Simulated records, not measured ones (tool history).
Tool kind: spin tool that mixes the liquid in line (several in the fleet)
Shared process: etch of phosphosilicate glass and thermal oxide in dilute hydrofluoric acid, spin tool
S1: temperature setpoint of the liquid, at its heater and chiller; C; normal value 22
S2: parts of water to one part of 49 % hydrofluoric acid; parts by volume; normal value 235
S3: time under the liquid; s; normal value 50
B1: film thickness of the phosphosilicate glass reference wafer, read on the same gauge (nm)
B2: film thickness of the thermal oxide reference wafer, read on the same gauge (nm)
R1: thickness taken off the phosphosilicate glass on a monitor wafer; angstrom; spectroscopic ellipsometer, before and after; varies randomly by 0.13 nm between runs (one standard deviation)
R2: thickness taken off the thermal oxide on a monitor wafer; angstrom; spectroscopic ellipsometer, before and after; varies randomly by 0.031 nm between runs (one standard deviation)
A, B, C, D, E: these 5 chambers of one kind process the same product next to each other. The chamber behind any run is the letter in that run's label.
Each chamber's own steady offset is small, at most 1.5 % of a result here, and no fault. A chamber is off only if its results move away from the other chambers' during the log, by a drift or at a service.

run	hour	S1	S2	S3	B1	B2	R1	R2
1A	7.7	22	235	50	59.948	139.99	171.61	8.0993
2E	19.8	22	235	50	60.013	140.01	174.85	8.3374
3B	28.3	22	235	50	59.991	139.97	171.31	7.5974
4D	37.8	22	235	50	59.972	140.02	172.56	8.2364
5C	44.6	22	235	50	59.973	139.97	173.19	8.1941
6E	52.8	22	235	50	59.995	139.93	172.18	8.8981
7C	68.1	22	235	50	59.981	140.04	170.94	8.3907
8D	78	25	235	50	60.015	139.96	191.37	8.8249
9B	88.5	25	235	50	60.015	140.03	192.54	8.9969
10A	100.5	25	235	50	60.004	140.01	193.19	9.2958
# hour 108.1: chamber B: thermometer replaced
11C	110.3	25	235	50	60.006	139.97	193.47	9.0889
12A	121.3	25	235	50	60.02	140	190.55	8.9678
13D	131.5	22	235	50	59.987	140.02	171.83	8.1687
14B	143.9	22	235	50	60.029	140	172.04	7.7587
# hour 147.7: chamber A: hydrofluoric acid flow meter replaced
15E	157.4	22	235	50	60.009	140.02	172.33	8.0658
16C	167.1	22	320	50	59.997	140.02	114.33	5.2933
17A	181.7	22	320	50	60.015	139.99	114.53	5.2026
18B	196.6	22	320	50	60.035	139.93	118.93	5.7126
19E	206.9	22	320	50	59.993	140.03	116.44	5.4626
20D	219.9	22	320	50	60	140.02	115.89	5.3374
21D	234.5	17.5	235	50	59.964	139.99	143.77	6.9546
22A	241.9	17.5	235	50	59.986	139.96	145.1	6.6253
23E	248.8	17.5	235	50	59.994	139.99	145.6	7.0484
24B	256.5	17.5	235	50	59.981	140.03	145.69	6.3534
25C	270	17.5	235	50	60.043	140.02	146.18	6.8993
26E	282.6	22	235	50	60.023	140	176.29	7.6551
27C	290.7	22	235	50	60.058	140.03	170.17	7.9298
28B	302.5	22	235	50	59.997	140.01	170.43	8.0419
29A	313	22	235	50	59.941	139.97	171.9	8.3907
30D	327	22	235	50	59.986	140.05	171.36	8.0779
31C	339	22	235	50	60.013	140.07	171.95	8.3008
32D	350.9	22	235	50	60.006	139.98	171.62	7.8942
33E	361.6	22	235	50	60	139.99	174.14	8.0798
# hour 376.4: chamber C: thermometer replaced
34B	376.4	18	120	50	60.012	140.01	322.22	15.117
35A	388.4	18	120	50	59.99	139.99	329.49	15.759
36C	399.7	18	120	50	60.034	139.96	330.43	16.657
37B	408.3	18	120	50	60.013	140.03	320.29	15.267
38D	423.7	18	120	50	60.007	140.02	329.28	14.639
39E	434.9	22	235	50	60.006	139.99	174.36	8.3201
40A	450.4	22	235	50	60.011	139.96	173.26	7.9429
41D	465.4	22	235	50	59.969	140.04	169.37	8.1497
42A	477.7	22	235	50	59.995	140.02	172.21	8.3577

Does one chamber stand apart from the rest, does the shared gauge drift, or is all well apart from small per-chamber offsets? Give the chamber and the most likely cause, where there is one.

No chamber stands off beyond its own small offset, and the gauge holds steady.
